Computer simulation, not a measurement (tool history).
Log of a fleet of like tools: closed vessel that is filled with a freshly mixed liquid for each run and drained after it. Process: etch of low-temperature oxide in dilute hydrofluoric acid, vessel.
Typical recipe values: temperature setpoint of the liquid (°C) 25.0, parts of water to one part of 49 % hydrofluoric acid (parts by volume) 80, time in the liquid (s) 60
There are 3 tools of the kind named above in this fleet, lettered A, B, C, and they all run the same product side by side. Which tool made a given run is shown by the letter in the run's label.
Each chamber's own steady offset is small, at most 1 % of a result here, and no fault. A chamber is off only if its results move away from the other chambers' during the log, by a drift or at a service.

run	hour	temperature setpoint of the liquid (°C)	parts of water to one part of 49 % hydrofluoric acid (parts by volume)	time in the liquid (s)	read-back film thickness of the low-temperature oxide reference wafer, read on the same gauge (nm)	thickness taken off the low-temperature oxide on a monitor wafer (angstrom)
1B	4.9	25.0	80	60	89.999	119.66
2A	8.2	25.0	80	60	90.027	122.86
3C	12.1	25.0	80	60	89.998	119.50
4C	15.2	25.0	80	60	90.020	119.99
5A	18.2	27.5	95	60	90.027	110.32
6B	21.1	27.5	95	60	90.043	108.37
7A	25.8	27.5	95	60	90.006	111.46
8B	31.1	25.0	80	60	89.988	119.71
9C	33.7	25.0	80	60	89.957	121.37
10C	38.9	25.0	80	60	89.981	121.97
11A	41.7	25.0	80	60	89.999	121.52
12B	46.4	25.0	80	60	89.986	119.83
13B	51.0	25.0	80	60	90.016	120.43
14A	54.4	25.0	80	60	89.984	120.72
15C	57.6	25.0	80	60	89.985	125.11
16A	62.7	25.0	80	60	89.971	121.96
17C	65.2	25.0	80	60	90.022	125.98
18B	70.7	25.0	80	60	89.978	120.49
19B	73.2	25.0	80	60	90.022	119.65
20C	76.2	25.0	80	60	89.973	127.36
21A	79.4	25.0	80	60	89.981	121.82
22C	82.5	25.0	80	60	90.005	129.24
23A	86.0	25.0	80	60	89.996	120.36
24B	89.5	25.0	80	60	89.987	119.23
25A	94.9	25.0	80	60	89.989	122.46
26B	97.8	25.0	80	60	89.943	120.78
27C	102.1	25.0	80	60	90.019	130.29
28A	107.0	25.0	80	60	90.025	122.13
29C	112.4	25.0	80	60	89.996	133.79

Has any chamber moved away from the others, gradually or after a service, or does the common gauge drift, or do the chambers differ only by their own small steady offsets? State the chamber and the most likely cause if one applies.

One chamber, C, drifts off from the rest bit by bit.
Cause: liquid hotter than its thermometer reads (K) = 2.56.
From this log alone, it may not be told apart from: hydrofluoric acid flow above the setpoint (%).

Chamber C could run next with any of the 4 candidate recipes listed below; each alters the usual settings, and their results appear as question marks. Which one brings its results back in line with what the other chambers deliver on the usual settings?
In line means no further than this from the other chambers' mean on the usual settings: thickness taken off the low-temperature oxide on a monitor wafer (angstrom) 2.90
30C-1	116.6	22.5	80	60		?
30C-2	116.6	25.5	75	60		?
30C-3	116.6	26.0	80	60		?
30C-4	116.6	24.0	80	60		?

The other chambers' mean on the usual settings: thickness taken off the low-temperature oxide on a monitor wafer (angstrom) 121.04
run	thickness taken off the low-temperature oxide on a monitor wafer (angstrom)
30C-1	120.47
30C-2	145.84
30C-3	138.26
30C-4	127.84
The answer is 30C-1, which returns the chamber to within the allowed miss of the others.
